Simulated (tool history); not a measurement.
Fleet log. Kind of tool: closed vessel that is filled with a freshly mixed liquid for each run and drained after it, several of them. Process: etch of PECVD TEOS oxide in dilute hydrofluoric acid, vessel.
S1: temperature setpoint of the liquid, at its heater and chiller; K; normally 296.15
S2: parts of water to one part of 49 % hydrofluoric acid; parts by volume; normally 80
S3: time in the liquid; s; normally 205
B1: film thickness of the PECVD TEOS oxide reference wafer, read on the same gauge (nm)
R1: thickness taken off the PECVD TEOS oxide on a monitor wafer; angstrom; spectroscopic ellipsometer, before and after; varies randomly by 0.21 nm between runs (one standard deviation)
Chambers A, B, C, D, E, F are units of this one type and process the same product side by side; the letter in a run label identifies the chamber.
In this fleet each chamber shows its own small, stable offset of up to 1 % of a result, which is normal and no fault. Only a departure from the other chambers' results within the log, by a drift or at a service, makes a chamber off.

run 1C day=0.488 | S1=296.15 S2=80 S3=205 | B1=60.009 | R1=333.36
run 2E day=1.012 | S1=296.15 S2=80 S3=205 | B1=60.017 | R1=339.25
run 3F day=1.429 | S1=296.15 S2=80 S3=205 | B1=60.017 | R1=342.09
run 4A day=1.979 | S1=296.15 S2=80 S3=205 | B1=59.989 | R1=341.14
run 5B day=2.321 | S1=296.15 S2=80 S3=205 | B1=59.988 | R1=339.94
run 6D day=2.821 | S1=296.15 S2=80 S3=205 | B1=60.024 | R1=334.99
run 7E day=3.142 | S1=296.15 S2=80 S3=205 | B1=60.003 | R1=343.82
run 8D day=3.529 | S1=296.15 S2=80 S3=205 | B1=59.979 | R1=333.93
run 9F day=3.858 | S1=296.15 S2=80 S3=205 | B1=59.98 | R1=340.76
run 10B day=4.204 | S1=296.15 S2=80 S3=205 | B1=59.992 | R1=334.11
run 11A day=4.771 | S1=296.15 S2=80 S3=205 | B1=60.001 | R1=343.22
run 12C day=5.225 | S1=296.15 S2=80 S3=205 | B1=60.003 | R1=333.71
run 13C day=5.812 | S1=296.15 S2=55 S3=205 | B1=60.011 | R1=503.88
run 14B day=6.367 | S1=296.15 S2=55 S3=205 | B1=59.979 | R1=509.61
run 15F day=6.729 | S1=296.15 S2=55 S3=205 | B1=59.983 | R1=508.28
run 16D day=7.279 | S1=296.15 S2=55 S3=205 | B1=60.019 | R1=502.82
run 17A day=7.833 | S1=296.15 S2=55 S3=205 | B1=59.987 | R1=505.95
run 18E day=8.217 | S1=296.15 S2=55 S3=205 | B1=60.025 | R1=517
run 19A day=8.533 | S1=296.15 S2=80 S3=205 | B1=59.972 | R1=343.28
-- day=8.825 chamber A: thermometer replaced
run 20E day=9.112 | S1=296.15 S2=80 S3=205 | B1=60.014 | R1=337.69
run 21F day=9.558 | S1=296.15 S2=80 S3=205 | B1=59.974 | R1=336.79
-- day=9.912 chamber C: thermometer replaced
run 22C day=10.2 | S1=296.15 S2=80 S3=205 | B1=60.009 | R1=336.54
-- day=10.583 chamber E: hydrofluoric acid flow meter replaced
run 23B day=10.825 | S1=296.15 S2=80 S3=205 | B1=59.99 | R1=333.65
run 24D day=11.321 | S1=296.15 S2=80 S3=205 | B1=60.009 | R1=324.65
-- day=11.742 chamber F: hydrofluoric acid flow meter replaced
run 25B day=11.75 | S1=296.15 S2=80 S3=205 | B1=60 | R1=338.72
run 26C day=12.229 | S1=291.65 S2=95 S3=205 | B1=60.028 | R1=230.54
run 27F day=12.779 | S1=291.65 S2=95 S3=205 | B1=60.012 | R1=231.89
run 28A day=13.1 | S1=291.65 S2=95 S3=205 | B1=60.016 | R1=234.47
run 29E day=13.642 | S1=291.65 S2=95 S3=205 | B1=59.987 | R1=234.26
run 30D day=14.204 | S1=291.65 S2=95 S3=205 | B1=59.974 | R1=220.57
run 31F day=14.604 | S1=291.65 S2=95 S3=205 | B1=59.99 | R1=233.17
run 32E day=15.021 | S1=296.15 S2=80 S3=205 | B1=60.034 | R1=343.37
run 33B day=15.517 | S1=296.15 S2=80 S3=205 | B1=60.014 | R1=338.45
run 34A day=15.796 | S1=296.15 S2=80 S3=205 | B1=60.004 | R1=340.25
run 35C day=16.271 | S1=296.15 S2=45 S3=150 | B1=59.983 | R1=453.34
run 36D day=16.842 | S1=296.15 S2=45 S3=150 | B1=60.035 | R1=438.65
run 37F day=17.471 | S1=296.15 S2=45 S3=150 | B1=60.019 | R1=457.31

Is one chamber out of step, is the gauge drifting, or do the chambers differ by no more than their own small offsets? For an off chamber, give its letter and the likeliest cause.

It is chamber D that slowly wanders off from its peers.
Most likely cause: liquid colder than its thermometer reads (K) = 1.54.
From this log alone, it may not be told apart from: hydrofluoric acid flow below the setpoint (%).

Below are 4 candidate recipes for chamber D's next run, each the usual settings with a change, their results shown as question marks. Which of them brings D's results back in line with what the other chambers give on the usual settings?
To be in line, a result may differ from the other chambers' mean on the usual settings by at most: R1 7.2 angstrom
run 38D-1 day=17.933 | S1=296.15 S2=80 S3=210 | R1=?
run 38D-2 day=17.933 | S1=294.65 S2=80 S3=205 | R1=?
run 38D-3 day=17.933 | S1=295.65 S2=80 S3=205 | R1=?
run 38D-4 day=17.933 | S1=296.15 S2=80 S3=220 | R1=?

Other chambers, usual settings, mean: R1 338.06 angstrom
run=38D-1 R1=324.64
run=38D-2 R1=297.85
run=38D-3 R1=310.45
run=38D-4 R1=340.1
Change 38D-4 lands the chamber within the allowed miss of the other chambers.
